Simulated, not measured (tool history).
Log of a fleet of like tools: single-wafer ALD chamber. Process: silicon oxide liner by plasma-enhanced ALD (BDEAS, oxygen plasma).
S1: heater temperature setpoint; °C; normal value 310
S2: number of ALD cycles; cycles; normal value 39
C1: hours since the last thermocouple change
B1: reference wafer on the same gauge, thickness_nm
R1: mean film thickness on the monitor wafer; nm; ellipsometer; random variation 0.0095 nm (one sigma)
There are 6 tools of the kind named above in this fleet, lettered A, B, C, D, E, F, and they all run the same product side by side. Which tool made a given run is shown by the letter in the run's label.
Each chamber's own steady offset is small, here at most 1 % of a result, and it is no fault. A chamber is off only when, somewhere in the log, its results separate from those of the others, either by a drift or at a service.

run,hour,S1,S2,C1,B1,R1
1A,12.6,310,39,512.7,4.2491,3.5705
2F,23.6,310,39,844.7,4.2476,3.5741
3D,34.5,310,39,1025.3,4.2512,3.5485
4B,46.1,310,39,650.3,4.2529,3.5795
5E,58,310,39,413.7,4.2505,3.5779
6C,70.6,310,39,374.6,4.2493,3.5751
7D,80.9,310,39,1071.7,4.2493,3.5565
8C,89.2,310,39,393.2,4.2527,3.5714
9F,95.3,310,39,916.4,4.251,3.5598
10A,103.2,310,39,603.3,4.2503,3.5761
11B,109,310,39,713.2,4.2529,3.5723
12E,116.9,303,43,472.6,4.2503,3.9686
13F,122.9,303,43,944,4.2513,3.9925
14B,129.8,303,43,734,4.249,3.9763
15A,139.2,303,43,639.3,4.247,3.9617
16D,150.1,303,43,1140.9,4.252,3.9716
17C,161.9,303,43,465.9,4.2502,3.996
18E,168.6,310,39,524.3,4.2497,3.5652
# hour 174.2: chamber B: thermocouple changed; heater temperature recalibrated
19E,175.2,310,39,530.9,4.2527,3.5761
20C,186.5,320,43,490.5,4.2519,3.8879
# hour 191.8: chamber F: thermocouple changed; heater temperature recalibrated
21B,192.2,320,43,18.1,4.2488,3.8991
22A,197.8,320,43,697.9,4.2506,3.8897
23F,205.1,320,43,13.4,4.2491,3.8866
24D,210.6,320,43,1201.4,4.2494,3.8729
25E,222.8,320,43,578.5,4.25,3.8791
26C,228.4,310,39,532.4,4.2477,3.5607
27F,234.1,310,39,42.4,4.2485,3.575
28D,244.1,310,39,1234.9,4.2475,3.5557
29A,249.7,310,39,749.8,4.2479,3.5646
30B,260.8,319,35,86.7,4.2525,3.178
31A,270.6,319,35,770.7,4.2502,3.166
32B,279.1,319,35,105,4.2476,3.1706
33C,287.8,319,35,591.8,4.2479,3.1749
34D,295,319,35,1285.8,4.2509,3.1353
35F,300.9,319,35,109.2,4.2484,3.1592
36E,311.5,310,39,667.2,4.2492,3.5634
37B,321.4,310,39,147.3,4.2488,3.5767
38A,331.4,316,32,831.5,4.2528,2.8972
39E,342.5,316,32,698.2,4.2518,2.8918
40C,351.4,316,32,655.4,4.2506,2.9069
41F,358,316,32,166.3,4.2493,2.9064

Does one chamber stand apart from the rest, does the shared gauge drift, or is all well apart from small per-chamber offsets? Give the chamber and the most likely cause, where there is one.

All chambers stay in line apart from their small fixed offsets, and the gauge does not drift.
